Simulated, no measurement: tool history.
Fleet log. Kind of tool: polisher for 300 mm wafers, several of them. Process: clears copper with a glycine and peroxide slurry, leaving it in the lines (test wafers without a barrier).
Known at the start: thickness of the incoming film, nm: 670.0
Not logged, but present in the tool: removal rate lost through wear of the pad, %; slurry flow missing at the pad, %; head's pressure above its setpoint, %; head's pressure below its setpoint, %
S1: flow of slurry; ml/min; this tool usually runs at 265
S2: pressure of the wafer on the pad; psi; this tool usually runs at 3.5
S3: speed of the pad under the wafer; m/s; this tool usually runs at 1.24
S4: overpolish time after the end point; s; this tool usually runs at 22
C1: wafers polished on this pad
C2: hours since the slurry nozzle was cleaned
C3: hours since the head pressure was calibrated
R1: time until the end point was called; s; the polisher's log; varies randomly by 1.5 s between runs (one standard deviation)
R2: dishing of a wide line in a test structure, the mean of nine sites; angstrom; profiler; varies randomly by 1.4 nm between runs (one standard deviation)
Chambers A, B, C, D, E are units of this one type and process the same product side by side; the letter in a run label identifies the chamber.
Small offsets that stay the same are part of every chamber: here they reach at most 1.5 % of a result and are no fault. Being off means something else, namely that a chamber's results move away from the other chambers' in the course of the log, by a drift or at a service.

| run | hour | S1 | S2 | S3 | S4 | C1 | C2 | C3 | R1 | R2 |
|---|---|---|---|---|---|---|---|---|---|---|
|  | 3.9 | chamber B: slurry nozzle cleaned |
| 1C | 7.1 | 265 | 3.5 | 1.24 | 22 | 475 | 532 | 1016 | 79.976 | 1012.2 |
| 2A | 13.6 | 265 | 3.5 | 1.24 | 22 | 545 | 53.6 | 56.4 | 77.379 | 1013.2 |
| 3E | 19.5 | 265 | 3.5 | 1.24 | 22 | 352 | 347.2 | 166.9 | 79.663 | 1019.2 |
| 4D | 26.2 | 265 | 3.5 | 1.24 | 22 | 555 | 508.1 | 200.5 | 76.837 | 1064.5 |
|  | 29.2 | chamber C: worn pad replaced by a new one |
| 5B | 32.5 | 265 | 3.5 | 1.24 | 22 | 498 | 28.6 | 110.5 | 78.124 | 1033.6 |
| 6E | 36.7 | 265 | 3.5 | 1.24 | 22 | 499 | 364.4 | 184.1 | 78.894 | 993.35 |
| 7B | 41.4 | 265 | 3.5 | 1.24 | 22 | 574 | 37.5 | 119.4 | 78.481 | 1020.8 |
| 8D | 48.4 | 265 | 3.5 | 1.24 | 22 | 744 | 530.3 | 222.7 | 78.556 | 1011.1 |
| 9A | 53.4 | 265 | 3.5 | 1.24 | 22 | 884 | 93.4 | 96.2 | 77.514 | 1016.1 |
| 10C | 57.9 | 265 | 3.5 | 1.1 | 32 | 244 | 582.8 | 1066.8 | 88.637 | 1232.3 |
|  | 60.3 | chamber B: worn pad replaced by a new one |
| 11E | 61.7 | 265 | 3.5 | 1.1 | 32 | 711 | 389.4 | 209.1 | 88.292 | 1198.2 |
| 12D | 65.8 | 265 | 3.5 | 1.1 | 32 | 892 | 547.7 | 240.1 | 85.606 | 1220.2 |
|  | 71.2 | chamber D: worn pad replaced by a new one |
| 13B | 71.2 | 265 | 3.5 | 1.1 | 32 | 93 | 67.3 | 149.2 | 86.751 | 1203.4 |
| 14A | 75.9 | 265 | 3.5 | 1.1 | 32 | 1075 | 115.9 | 118.7 | 85.966 | 1213.1 |
| 15C | 81.4 | 265 | 3.5 | 1.24 | 22 | 444 | 606.3 | 1090.3 | 79.342 | 1036.2 |
| 16E | 88.2 | 265 | 3.5 | 1.24 | 22 | 937 | 415.9 | 235.6 | 80.647 | 1009.6 |
|  | 89.9 | chamber E: worn pad replaced by a new one |
| 17B | 95.2 | 265 | 3.5 | 1.24 | 22 | 297 | 91.3 | 173.2 | 78.668 | 1024.6 |
| 18C | 98.4 | 315 | 2.4 | 1.24 | 22 | 589 | 623.3 | 1107.3 | 106.78 | 802.47 |
| 19A | 101.8 | 315 | 2.4 | 1.24 | 22 | 1296 | 141.8 | 144.6 | 110.23 | 801.08 |
| 20D | 108.4 | 315 | 2.4 | 1.24 | 22 | 316 | 590.3 | 282.7 | 105.08 | 806.63 |
| 21E | 111.5 | 315 | 2.4 | 1.24 | 22 | 184 | 439.2 | 258.9 | 103.65 | 793.83 |
|  | 114.1 | chamber C: slurry nozzle cleaned |
|  | 115.4 | chamber C: worn pad replaced by a new one |
|  | 116.4 | chamber C: head pressure recalibrated |
| 22B | 117.6 | 315 | 2.4 | 1.24 | 22 | 488 | 113.7 | 195.6 | 109.18 | 812.01 |
|  | 120.7 | chamber E: slurry nozzle cleaned |
| 23D | 123.5 | 265 | 3.5 | 1.24 | 22 | 445 | 605.4 | 297.8 | 78.514 | 1040 |
| 24C | 129.1 | 265 | 3.5 | 1.24 | 22 | 117 | 15.1 | 12.7 | 76.723 | 1031.8 |
| 25A | 132.4 | 265 | 3.5 | 1.24 | 13 | 1556 | 172.4 | 175.2 | 81.053 | 676.13 |
| 26C | 138.5 | 265 | 3.5 | 1.24 | 13 | 197 | 24.5 | 22.1 | 79.404 | 686.12 |
|  | 142.3 | chamber A: slurry nozzle cleaned |
| 27A | 142.9 | 265 | 3.5 | 1.24 | 13 | 1645 | 0.6 | 185.7 | 84.245 | 663.93 |
| 28D | 149.7 | 265 | 3.5 | 1.24 | 13 | 668 | 631.6 | 324 | 79.628 | 708.12 |
|  | 152.4 | chamber B: worn pad replaced by a new one |
| 29B | 155.6 | 265 | 3.5 | 1.24 | 13 | 27 | 151.7 | 233.6 | 77.629 | 699.66 |
| 30E | 161 | 265 | 3.5 | 1.24 | 22 | 605 | 40.4 | 308.4 | 78.502 | 1025 |
| 31C | 166.8 | 265 | 3.5 | 1.24 | 22 | 438 | 52.8 | 50.4 | 77.385 | 1024.5 |

One chamber off, gauge drift, or nothing amiss beyond the chambers' own small offsets? If it is a chamber, which one, and what is the likeliest cause?

It is chamber A that slowly wanders off from its peers.
Most likely cause: removal rate lost through wear of the pad, % = 9.78.
The log might look much the same if the cause were instead: head's pressure below its setpoint, %.

Which of the 4 candidates below, each the usual settings with something changed and its results left as question marks, puts chamber A back in line with what the other chambers give on the usual settings?
Allowed miss from the other chambers' usual-settings mean, per result, to count as in line: R1 5.3 s; R2 47 angstrom
| 32A-1 | 171.9 | 265 | 3.3 | 1.18 | 22 |  |  |  | ? | ? |
| 32A-2 | 171.9 | 270 | 3.9 | 1.38 | 23 |  |  |  | ? | ? |
| 32A-3 | 171.9 | 260 | 3.1 | 1.1 | 22 |  |  |  | ? | ? |
| 32A-4 | 171.9 | 265 | 3.7 | 1.3 | 22 |  |  |  | ? | ? |

The mean the other chambers reach with the usual settings: R1 78.93 s; R2 1025.9 angstrom
| run | R1 | R2 |
|---|---|---|
| 32A-1 | 93.892 | 894.56 |
| 32A-2 | 70.167 | 1124.1 |
| 32A-3 | 105.59 | 821.15 |
| 32A-4 | 77.825 | 1021.2 |
With 32A-4, the chamber falls back in line with the rest.
